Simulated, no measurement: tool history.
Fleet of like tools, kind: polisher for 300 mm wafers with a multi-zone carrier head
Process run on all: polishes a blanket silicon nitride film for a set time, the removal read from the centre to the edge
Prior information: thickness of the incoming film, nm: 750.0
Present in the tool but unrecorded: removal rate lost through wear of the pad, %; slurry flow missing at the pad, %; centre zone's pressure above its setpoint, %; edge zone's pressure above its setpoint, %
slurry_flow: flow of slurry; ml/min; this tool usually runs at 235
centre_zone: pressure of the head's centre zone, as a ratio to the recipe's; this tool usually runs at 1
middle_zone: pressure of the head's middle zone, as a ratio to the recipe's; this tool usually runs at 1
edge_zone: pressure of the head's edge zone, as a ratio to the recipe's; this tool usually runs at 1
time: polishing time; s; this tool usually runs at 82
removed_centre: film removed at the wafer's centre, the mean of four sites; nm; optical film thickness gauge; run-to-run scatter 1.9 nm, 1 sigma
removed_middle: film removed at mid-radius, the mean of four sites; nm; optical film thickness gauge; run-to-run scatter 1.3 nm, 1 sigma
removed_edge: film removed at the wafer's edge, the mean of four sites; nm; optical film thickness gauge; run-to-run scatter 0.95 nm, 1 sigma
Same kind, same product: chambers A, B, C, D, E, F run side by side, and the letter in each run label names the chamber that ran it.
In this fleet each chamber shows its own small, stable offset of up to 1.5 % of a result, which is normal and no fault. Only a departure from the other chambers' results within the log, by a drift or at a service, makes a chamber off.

run	hour	slurry_flow	centre_zone	middle_zone	edge_zone	time	wafers polished on this pad	hours since the slurry nozzle was cleaned	hours since the centre zone pressure was calibrated	hours since the edge zone pressure was calibrated	removed_centre	removed_middle	removed_edge
1A	4.3	235	1	1	1	82	1011	691.3	597.3	1097.8	131.69	129.94	128.88
# hour 7.7: chamber A: edge zone pressure recalibrated
# hour 9: chamber A: slurry nozzle cleaned
2D	9.4	235	1	1	1	82	787	426.7	983.8	619.6	128.92	128.07	128.74
3E	13.4	235	1	1	1	82	169	470.6	516.9	275.9	131.48	129.15	128.04
4B	16.3	235	1	1	1	82	818	227.1	1113.8	560.2	128.38	127.82	127.72
# hour 17.2: chamber A: worn pad replaced by a new one
5C	19.6	235	1	1	1	82	392	93.8	260.5	802.3	128.42	130.07	131.68
6F	22.8	235	1	1	1	82	488	172.9	438.5	771.1	129.19	128.29	127.73
7F	27.1	235	1	1	1	82	513	177.2	442.8	775.4	124.62	127.61	129.47
# hour 27.8: chamber B: worn pad replaced by a new one
8B	31.7	235	1	1	1	82	22	242.5	1129.2	575.6	127.46	127.86	129.62
# hour 33.7: chamber D: worn pad replaced by a new one
9E	35.4	235	1.09	1	0.9	82	295	492.6	538.9	297.9	142.27	129.65	122.98
10C	38.5	235	1.09	1	0.9	82	499	112.7	279.4	821.2	141.74	130.68	122.66
# hour 38.9: chamber A: centre zone pressure recalibrated
11D	43.3	235	1.09	1	0.9	82	54	460.6	1017.7	653.5	140.44	129.01	121.52
12A	46.5	235	1.09	1	0.9	82	167	37.5	7.7	38.8	140.67	129.63	124.05
13A	50.2	235	1.09	1	0.9	82	188	41.2	11.4	42.5	140.85	130.77	122.58
14E	55.3	235	1.09	1	0.9	82	408	512.5	558.8	317.8	142.52	128.11	122.72
15C	59.7	235	1	1	1	82	620	133.9	300.6	842.4	129.42	130.31	129.56
16D	63.2	195	1	1	1	68	168	480.5	1037.6	673.4	103.02	103.1	104.31
17B	66.8	195	1	1	1	68	222	277.6	1164.3	610.7	104.93	105.33	106.17
18F	70.3	195	1	1	1	68	759	220.4	486	818.6	105.14	104.26	104.69
19A	73.6	195	1	1	1	68	322	64.6	34.8	65.9	104.22	102.82	105.97
20D	78.2	195	1	1	1	68	254	495.5	1052.6	688.4	103.13	104.41	104.78
21B	82.1	195	1	1	1	68	309	292.9	1179.6	626	104.22	103.93	104.67
22C	85	235	1	1	1	82	765	159.2	325.9	867.7	129.87	130.4	128.9
23E	90.2	235	1	1	1	82	607	547.4	593.7	352.7	128.1	129.69	128.71
24F	95.7	235	1	1	1	82	904	245.8	511.4	844	127.78	128.67	129.36
25F	98.6	235	1	1	1	82	921	248.7	514.3	846.9	127.62	128.02	130.49
26D	103.5	235	1	1	1	82	398	520.8	1077.9	713.7	124.16	126.99	128.59
27A	106.4	235	1	1	1	98	509	97.4	67.6	98.7	149.99	154.71	153.4
# hour 107.1: chamber D: edge zone pressure recalibrated
28C	110.2	235	1	1	1	98	908	184.4	351.1	892.9	154.69	156.18	153.71
# hour 110.6: chamber F: slurry nozzle cleaned
29B	115.6	235	1	1	1	98	501	326.4	1213.1	659.5	153.21	150.45	153.84
30E	118.7	235	1	1	1	98	770	575.9	622.2	381.2	154.53	152.87	154.52
31C	121.2	235	1	1	1	98	971	195.4	362.1	903.9	152.75	156.75	155.51
32D	124.4	235	1	1	1	98	517	541.7	1098.8	17.4	150.44	154.74	153.71
# hour 126.2: chamber F: worn pad replaced by a new one
33E	127.1	235	1	1	1	82	818	584.3	630.6	389.6	128.38	129.44	130.47
34B	130.1	275	1	1	1.1	82	583	340.9	1227.6	674	131.59	128.27	138.5
35F	134.8	275	1	1	1.1	82	49	24.3	550.5	883.1	136.53	131.88	138.14
36A	139.3	275	1	1	1.1	82	696	130.3	100.5	131.6	131.71	130.39	136.65
37F	142.6	275	1	1	1.1	82	93	32.1	558.3	890.9	132.69	129.57	137.61
38B	148	275	1	1	1.1	82	685	358.8	1245.5	691.9	132.97	129.74	138.07
39C	152.8	275	1	1	1.1	82	1151	227	393.7	935.5	130.61	131.72	139.81
40A	157.1	235	1	1	1	82	798	148.1	118.3	149.4	127.1	129.87	129.04

Predict what each chamber gives when all 6 of them run the settings below next.
41A	161.1	235	1	1	1	82					?	?	?
41B	161.1	235	1	1	1	82					?	?	?
41C	161.1	235	1	1	1	82					?	?	?
41D	161.1	235	1	1	1	82					?	?	?
41E	161.1	235	1	1	1	82					?	?	?
41F	161.1	235	1	1	1	82					?	?	?

run	removed_centre	removed_middle	removed_edge
41A	132.33	126.48	128.55
41B	127.72	127	128.46
41C	126.78	130.26	130.5
41D	126.31	128.35	129.34
41E	127.57	129.05	128.37
41F	124.99	127.58	128.96
